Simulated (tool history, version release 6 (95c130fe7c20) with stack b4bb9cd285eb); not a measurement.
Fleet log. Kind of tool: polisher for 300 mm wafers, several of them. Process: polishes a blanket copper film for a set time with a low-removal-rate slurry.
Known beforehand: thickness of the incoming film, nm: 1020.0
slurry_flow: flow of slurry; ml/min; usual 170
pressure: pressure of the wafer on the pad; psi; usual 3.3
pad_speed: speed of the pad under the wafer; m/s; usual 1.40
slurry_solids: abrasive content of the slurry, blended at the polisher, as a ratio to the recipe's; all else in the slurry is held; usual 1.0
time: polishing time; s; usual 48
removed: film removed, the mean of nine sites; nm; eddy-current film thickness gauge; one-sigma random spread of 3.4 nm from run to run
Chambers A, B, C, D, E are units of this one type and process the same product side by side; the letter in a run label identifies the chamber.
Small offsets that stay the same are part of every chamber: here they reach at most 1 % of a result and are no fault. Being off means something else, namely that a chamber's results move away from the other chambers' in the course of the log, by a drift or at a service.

run   hour  slurry_flow  pressure  pad_speed  slurry_solids  time  wafers polished on this pad  hours since the slurry nozzle was cleaned  hours since the head pressure was calibrated  hours since the slurry blender was calibrated  removed
 1E   11.2          170       3.3       1.40            1.0    48                          771                                       44.3                                         577.0                                          158.8   264.47
      13.0  -- chamber B: slurry blender recalibrated
      13.9  -- chamber A: worn pad replaced by a new one
 2B   24.5          170       3.3       1.40            1.0    48                          926                                      274.5                                         534.1                                           11.5   258.49
      24.8  -- chamber B: worn pad replaced by a new one
 3C   30.7          170       3.3       1.40            1.0    48                         1058                                      346.3                                         901.9                                          162.4   262.45
      31.1  -- chamber E: worn pad replaced by a new one
      31.1  -- chamber C: worn pad replaced by a new one
      39.7  -- chamber D: worn pad replaced by a new one
      39.9  -- chamber E: head pressure recalibrated
 4A   42.7          170       3.3       1.40            1.0    48                          422                                       85.9                                         170.4                                          268.2   262.36
 5D   53.5          170       3.3       1.40            1.0    48                          203                                      209.7                                         802.1                                          294.1   259.54
 6D   66.7          170       3.3       1.40            1.0    48                          397                                      222.9                                         815.3                                          307.3   258.80
 7E   73.3          170       3.3       1.76            1.0    48                          620                                      106.4                                          33.5                                          220.9   327.73
      80.7  -- chamber C: slurry blender recalibrated
 8A   81.5          170       3.3       1.76            1.0    48                          991                                      124.7                                         209.2                                          307.0   321.45
      86.3  -- chamber D: head pressure recalibrated
 9B   87.4          170       3.3       1.76            1.0    48                          918                                      337.4                                         597.0                                           74.4   327.41
      88.4  -- chamber A: worn pad replaced by a new one
      93.9  -- chamber B: worn pad replaced by a new one
10C   96.3          170       3.3       1.76            1.0    48                          957                                      411.9                                         967.5                                           15.7   323.90
      98.9  -- chamber E: worn pad replaced by a new one
11B  105.1          170       3.3       1.76            1.0    48                          165                                      355.1                                         614.7                                           92.1   331.27
     112.3  -- chamber B: slurry nozzle cleaned
     113.5  -- chamber C: worn pad replaced by a new one
12C  117.3          170       3.3       1.40            1.0    48                           57                                      432.9                                         988.5                                           36.7   261.55
13D  125.9          170       3.3       1.40            1.0    48                         1265                                      282.1                                          39.7                                          366.5   256.88
     126.5  -- chamber D: worn pad replaced by a new one
     131.3  -- chamber D: slurry blender recalibrated
     131.5  -- chamber A: slurry blender recalibrated
14E  133.8          125       3.3       1.40            1.0    54                          512                                      166.9                                          94.0                                          281.4   280.33
15A  144.1          125       3.3       1.40            1.0    54                          818                                      187.3                                         271.8                                           12.6   279.20
16A  154.7          125       3.3       1.40            1.0    54                          973                                      197.9                                         282.4                                           23.2   278.44
     158.7  -- chamber B: worn pad replaced by a new one
     160.5  -- chamber A: worn pad replaced by a new one
17D  166.7          125       3.3       1.40            1.0    54                          590                                      322.9                                          80.5                                           35.4   270.84
18C  175.8          125       3.3       1.40            1.0    54                          915                                      491.4                                        1047.0                                           95.2   275.10
     178.4  -- chamber E: worn pad replaced by a new one
     186.0  -- chamber C: worn pad replaced by a new one
19E  187.8          170       3.3       1.40            1.0    48                          138                                      220.9                                         148.0                                          335.4   262.79
20B  199.2          170       3.3       1.40            1.0    48                          595                                       86.9                                         708.8                                          186.2   263.63
     201.4  -- chamber C: head pressure recalibrated
21B  205.6          170       3.3       1.40            1.0    48                          689                                       93.3                                         715.2                                          192.6   258.74
22D  213.9          170       3.3       1.40            1.0    48                         1282                                      370.1                                         127.7                                           82.6   261.76
     222.2  -- chamber B: worn pad replaced by a new one
23E  223.0          170       3.3       1.40            1.0    48                          655                                      256.1                                         183.2                                          370.6   261.28
     223.7  -- chamber D: worn pad replaced by a new one
     224.3  -- chamber A: worn pad replaced by a new one
24A  229.6          170       3.3       1.40            1.0    48                           78                                      272.8                                         357.3                                           98.1   262.41
     233.6  -- chamber C: slurry nozzle cleaned
25C  239.0          170       3.3       1.40            1.0    48                          777                                        5.5                                          37.6                                          158.4   259.49
26D  247.7          170       3.3       1.40            1.0    48                          352                                      403.9                                         161.5                                          116.4   265.44
27C  258.1          170       3.3       1.40            1.0    48                         1057                                       24.6                                          56.7                                          177.5   264.23
     267.4  -- chamber C: worn pad replaced by a new one
     268.3  -- chamber E: worn pad replaced by a new one
28E  268.4          170       4.4       1.40            1.0    48                            1                                      301.5                                         228.6                                          416.0   342.24
29B  276.3          170       4.4       1.40            1.0    48                          793                                      164.0                                         785.9                                          263.3   343.69
     280.4  -- chamber B: slurry blender recalibrated
     287.7  -- chamber C: slurry blender recalibrated
30A  288.0          170       4.4       1.40            1.0    48                          934                                      331.2                                         415.7                                          156.5   346.73
     290.9  -- chamber B: worn pad replaced by a new one
31A  298.5          170       4.4       1.40            1.0    48                         1088                                      341.7                                         426.2                                          167.0   341.84
     305.8  -- chamber E: slurry nozzle cleaned
32E  307.8          170       4.4       1.40            1.0    48                          579                                        2.0                                         268.0                                          455.4   346.79
     317.5  -- chamber D: worn pad replaced by a new one
33C  318.9          115       3.3       1.40            0.9    48                          756                                       85.4                                         117.5                                           31.2   239.09
34D  330.3          115       3.3       1.40            0.9    48                          188                                      486.5                                         244.1                                          199.0   233.79
     335.0  -- chamber C: worn pad replaced by a new one
35B  342.2          115       3.3       1.40            0.9    48                          753                                      229.9                                         851.8                                           61.9   230.94
36C  354.8          115       3.3       1.40            0.9    48                          291                                      121.3                                         153.4                                           67.1   242.53
     366.4  -- chamber B: worn pad replaced by a new one
37B  367.2          115       3.3       1.40            0.9    48                           13                                      254.9                                         876.8                                           86.9   234.16

Next, all 5 chambers run the settings below, one line each with question marks for the results. What does each chamber give?
38A  376.7          130       3.3       1.40            1.0    48                                                                                                                                                                             ?
38B  376.7          130       3.3       1.40            1.0    48                                                                                                                                                                             ?
38C  376.7          130       3.3       1.40            1.0    48                                                                                                                                                                             ?
38D  376.7          130       3.3       1.40            1.0    48                                                                                                                                                                             ?
38E  376.7          130       3.3       1.40            1.0    48                                                                                                                                                                             ?

run  removed
38A   247.15
38B   247.96
38C   249.57
38D   250.83
38E   250.27
